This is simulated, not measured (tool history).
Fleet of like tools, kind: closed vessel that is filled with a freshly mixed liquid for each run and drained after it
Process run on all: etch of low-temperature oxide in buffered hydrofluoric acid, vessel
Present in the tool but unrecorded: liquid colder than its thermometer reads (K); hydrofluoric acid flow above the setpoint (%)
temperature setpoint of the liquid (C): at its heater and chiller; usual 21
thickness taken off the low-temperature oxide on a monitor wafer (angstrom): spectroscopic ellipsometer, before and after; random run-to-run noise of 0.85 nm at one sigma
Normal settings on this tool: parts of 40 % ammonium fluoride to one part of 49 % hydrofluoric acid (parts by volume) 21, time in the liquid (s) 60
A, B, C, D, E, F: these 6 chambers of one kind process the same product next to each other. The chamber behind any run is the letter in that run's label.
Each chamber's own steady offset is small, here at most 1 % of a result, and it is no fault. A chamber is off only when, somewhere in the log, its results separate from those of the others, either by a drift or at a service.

run   hour  temperature setpoint of the liquid (C)  parts of 40 % ammonium fluoride to one part of 49 % hydrofluoric acid (parts by volume)  time in the liquid (s)  hours since the thermometer was replaced  hours since the hydrofluoric acid flow meter was replaced  read-back film thickness of the low-temperature oxide reference wafer, read on the same gauge (nm)  thickness taken off the low-temperature oxide on a monitor wafer (angstrom)
 1F   13.2                                      21                                                                                       21                      60                                     168.5                                                      185.8                                                                                              100.02                                                                       1144.3
      13.6  -- chamber B: thermometer replaced
 2D   26.4                                      21                                                                                       21                      60                                      1178                                                      619.6                                                                                                 100                                                                         1131
 3B   33.9                                      21                                                                                       21                      60                                      20.3                                                     1564.8                                                                                              99.988                                                                       1123.4
 4A   47.9                                      21                                                                                       21                      60                                    1698.5                                                      209.6                                                                                                 100                                                                       1122.8
 5C   54.9                                      21                                                                                       21                      60                                    1751.3                                                      192.1                                                                                              100.01                                                                       1132.2
 6E   61.4                                      21                                                                                       21                      60                                    1580.7                                                      868.3                                                                                              99.995                                                                         1123
 7B   73.9                                      21                                                                                       21                      60                                      60.3                                                     1604.8                                                                                              99.993                                                                       1143.8
 8E   81.3                                      21                                                                                       21                      60                                    1600.6                                                      888.2                                                                                              100.02                                                                       1106.9
 9D   95.1                                      21                                                                                       21                      60                                    1246.7                                                      688.3                                                                                              99.999                                                                       1111.7
10F  103.1                                      21                                                                                       21                      60                                     258.4                                                      275.7                                                                                              100.01                                                                       1136.6
11A  110.9                                      21                                                                                       21                      30                                    1761.5                                                      272.6                                                                                              99.983                                                                       559.05
12C  119.6                                      21                                                                                       21                      30                                      1816                                                      256.8                                                                                              100.02                                                                       569.25
13F    132                                      21                                                                                       21                      30                                     287.3                                                      304.6                                                                                              99.999                                                                       557.78
14A  144.4                                      21                                                                                       21                      30                                      1795                                                      306.1                                                                                              100.01                                                                       565.09
15D  153.2                                      21                                                                                       21                      30                                    1304.8                                                      746.4                                                                                              99.983                                                                          570
16B  160.2                                      21                                                                                       21                      30                                     146.6                                                     1691.1                                                                                              100.01                                                                       556.76
17E  167.5                                      21                                                                                       21                      60                                    1686.8                                                      974.4                                                                                              99.965                                                                       1130.8
18C  176.2                                      21                                                                                       21                      75                                    1872.6                                                      313.4                                                                                              99.976                                                                       1423.3
19C  185.5                                      21                                                                                       21                      75                                    1881.9                                                      322.7                                                                                              99.989                                                                       1418.2
20E    198                                      21                                                                                       21                      75                                    1717.3                                                     1004.9                                                                                              100.01                                                                       1384.5
21D  208.8                                      21                                                                                       21                      75                                    1360.4                                                        802                                                                                              99.992                                                                         1396
22A  218.5                                      21                                                                                       21                      75                                    1869.1                                                      380.2                                                                                              100.01                                                                       1419.3
23F  224.7                                      21                                                                                       21                      75                                       380                                                      397.3                                                                                               99.99                                                                       1434.2
24B  234.2                                      21                                                                                       21                      60                                     220.6                                                     1765.1                                                                                              99.984                                                                       1123.8
25F  246.3                                      21                                                                                       21                      60                                     401.6                                                      418.9                                                                                              100.01                                                                       1146.6
26E  252.5                                      21                                                                                       21                      60                                    1771.8                                                     1059.4                                                                                              100.02                                                                       1118.7
27D  258.9                                      21                                                                                       21                      60                                    1410.5                                                      852.1                                                                                              99.999                                                                       1117.2
28A  271.4                                      21                                                                                       21                      60                                      1922                                                      433.1                                                                                              100.01                                                                         1140
29C  279.5                                      21                                                                                       21                      60                                    1975.9                                                      416.7                                                                                              100.01                                                                       1153.7
30B  292.6                                      21                                                                                       14                      90                                       279                                                     1823.5                                                                                              100.01                                                                       2458.1
31D  301.1                                      21                                                                                       14                      90                                    1452.7                                                      894.3                                                                                              99.997                                                                       2493.7
32F  311.5                                      21                                                                                       14                      90                                     466.8                                                      484.1                                                                                              99.993                                                                       2515.2
33E  321.3                                      21                                                                                       14                      90                                    1840.6                                                     1128.2                                                                                              99.993                                                                       2500.4
34B  330.2                                      21                                                                                       14                      90                                     316.6                                                     1861.1                                                                                              99.999                                                                       2439.5
35C  341.5                                      21                                                                                       14                      90                                    2037.9                                                      478.7                                                                                              99.999                                                                       2466.3
36A  350.4                                      21                                                                                       21                      60                                      2001                                                      512.1                                                                                              99.984                                                                       1128.2
37C  362.3                                      21                                                                                       21                      60                                    2058.7                                                      499.5                                                                                              99.989                                                                       1125.8
38F    372                                      25                                                                                       21                      60                                     527.3                                                      544.6                                                                                              100.01                                                                       1420.5
39E  382.5                                      25                                                                                       21                      60                                    1901.8                                                     1189.4                                                                                              99.995                                                                       1419.2
40A  394.4                                      25                                                                                       21                      60                                      2045                                                      556.1                                                                                              100.02                                                                       1404.4
41D  404.9                                      25                                                                                       21                      60                                    1556.5                                                      998.1                                                                                              100.02                                                                       1411.5
42B  418.6                                      25                                                                                       21                      60                                       405                                                     1949.5                                                                                                 100                                                                         1416
43A  428.5                                      25                                                                                       21                      60                                    2079.1                                                      590.2                                                                                                 100                                                                       1422.6

Next, all 6 chambers run the settings below, one line each with question marks for the results. What does each chamber give?
44A  438.6                                      21                                                                                       21                      60                                                                                                                                                                                                                                                                                     ?
44B  438.6                                      21                                                                                       21                      60                                                                                                                                                                                                                                                                                     ?
44C  438.6                                      21                                                                                       21                      60                                                                                                                                                                                                                                                                                     ?
44D  438.6                                      21                                                                                       21                      60                                                                                                                                                                                                                                                                                     ?
44E  438.6                                      21                                                                                       21                      60                                                                                                                                                                                                                                                                                     ?
44F  438.6                                      21                                                                                       21                      60                                                                                                                                                                                                                                                                                     ?

run  thickness taken off the low-temperature oxide on a monitor wafer (angstrom)
44A                                                                       1122.6
44B                                                                       1142.4
44C                                                                       1142.8
44D                                                                       1122.2
44E                                                                       1136.3
44F                                                                       1151.2
